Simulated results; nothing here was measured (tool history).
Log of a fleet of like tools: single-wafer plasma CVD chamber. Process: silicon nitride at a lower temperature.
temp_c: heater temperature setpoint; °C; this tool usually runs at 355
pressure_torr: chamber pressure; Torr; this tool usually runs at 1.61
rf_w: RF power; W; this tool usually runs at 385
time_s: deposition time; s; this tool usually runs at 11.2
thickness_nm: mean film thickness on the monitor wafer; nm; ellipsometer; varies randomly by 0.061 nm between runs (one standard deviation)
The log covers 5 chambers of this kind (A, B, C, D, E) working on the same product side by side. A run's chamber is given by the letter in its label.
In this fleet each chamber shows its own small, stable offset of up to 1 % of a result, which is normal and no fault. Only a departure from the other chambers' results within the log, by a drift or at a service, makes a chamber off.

| run | hour | temp_c | pressure_torr | rf_w | time_s | read-back reference wafer on the same gauge, thickness_nm | thickness_nm |
|---|---|---|---|---|---|---|---|
| 1D | 4 | 355 | 1.61 | 385 | 11.2 | 12.99 | 15.418 |
| 2B | 6.1 | 355 | 1.61 | 385 | 11.2 | 13.001 | 15.557 |
| 3E | 8.1 | 355 | 1.61 | 385 | 11.2 | 13.008 | 15.38 |
| 4A | 10.8 | 355 | 1.61 | 385 | 11.2 | 12.994 | 15.433 |
| 5C | 12.9 | 355 | 1.61 | 385 | 11.2 | 12.994 | 15.578 |
| 6D | 16.5 | 363 | 1.61 | 385 | 11.2 | 13 | 15.397 |
| 7C | 20.5 | 363 | 1.61 | 385 | 11.2 | 12.999 | 15.482 |
| 8B | 23 | 363 | 1.61 | 385 | 11.2 | 12.993 | 15.548 |
| 9E | 25 | 363 | 1.61 | 385 | 11.2 | 12.995 | 15.31 |
| 10A | 27.2 | 363 | 1.61 | 385 | 11.2 | 12.996 | 15.456 |
| 11C | 30.2 | 355 | 1.61 | 385 | 9.6 | 13.002 | 13.409 |
| 12E | 32.4 | 355 | 1.61 | 385 | 9.6 | 12.998 | 13.165 |
| 13D | 36.2 | 355 | 1.61 | 385 | 9.6 | 13.016 | 13.357 |
| 14B | 40.4 | 355 | 1.61 | 385 | 9.6 | 13.02 | 13.407 |
| 15A | 43.1 | 355 | 1.61 | 385 | 9.6 | 13.005 | 13.276 |
| 16C | 46.9 | 355 | 1.61 | 385 | 11.2 | 12.998 | 15.571 |
| 17D | 50 | 355 | 1.61 | 385 | 11.2 | 13.008 | 15.482 |
| 18E | 52 | 355 | 1.61 | 385 | 11.2 | 13.009 | 15.42 |
| 19B | 55.7 | 355 | 1.34 | 385 | 11.2 | 13.004 | 14.909 |
| 20A | 59.7 | 355 | 1.34 | 385 | 11.2 | 12.997 | 14.751 |
| 21E | 63.8 | 355 | 1.34 | 385 | 11.2 | 12.991 | 14.66 |
| 22B | 68.1 | 355 | 1.34 | 385 | 11.2 | 12.984 | 14.766 |
| 23A | 70.4 | 355 | 1.34 | 385 | 11.2 | 13.002 | 14.763 |
| 24C | 73.7 | 355 | 1.61 | 385 | 11.2 | 13.003 | 15.597 |
| 25D | 76.5 | 355 | 1.61 | 385 | 11.2 | 13.005 | 15.419 |
| 26A | 78.8 | 355 | 1.98 | 385 | 11.2 | 13.011 | 16.484 |
| 27C | 81.5 | 355 | 1.98 | 385 | 11.2 | 13.006 | 16.433 |
|  | 81.9 | chamber A: thermocouple changed; heater temperature recalibrated |
| 28E | 83.7 | 355 | 1.98 | 385 | 11.2 | 13 | 16.185 |
| 29B | 87.1 | 355 | 1.98 | 385 | 11.2 | 12.998 | 16.534 |
| 30D | 89.4 | 355 | 1.98 | 385 | 11.2 | 13.006 | 16.387 |
| 31C | 92.2 | 361 | 1.61 | 385 | 12.9 | 13 | 18.04 |
| 32B | 94.9 | 361 | 1.61 | 385 | 12.9 | 13.012 | 18.067 |
| 33E | 99 | 361 | 1.61 | 385 | 12.9 | 13 | 17.8 |
| 34D | 101 | 361 | 1.61 | 385 | 12.9 | 12.997 | 17.763 |
| 35A | 105 | 361 | 1.61 | 385 | 12.9 | 12.994 | 17.804 |
| 36C | 107.8 | 355 | 1.61 | 385 | 11.2 | 13.006 | 15.624 |
| 37E | 111.3 | 355 | 1.61 | 385 | 11.2 | 12.996 | 15.548 |
| 38A | 114.4 | 355 | 1.61 | 385 | 12.5 | 13.005 | 17.403 |
| 39B | 116.2 | 355 | 1.61 | 385 | 12.5 | 12.991 | 17.553 |
| 40D | 119.1 | 355 | 1.61 | 385 | 12.5 | 12.994 | 17.203 |
| 41C | 121 | 355 | 1.61 | 385 | 12.5 | 12.997 | 17.379 |
| 42B | 124.7 | 355 | 1.61 | 385 | 12.5 | 12.993 | 17.484 |
|  | 126.8 | chamber A: capacitance manometer re-zeroed and calibrated |
| 43A | 127.3 | 355 | 1.61 | 385 | 11.2 | 12.998 | 15.559 |
| 44E | 130.9 | 355 | 1.61 | 385 | 11.2 | 12.983 | 15.425 |

Decide between three cases: one chamber stands off from its peers, the gauge reading all wafers drifts, or nothing is wrong past each chamber's small offset. Where a chamber is off, say which and what most likely put it there.

All chambers stay in line apart from their small fixed offsets, and the gauge does not drift.
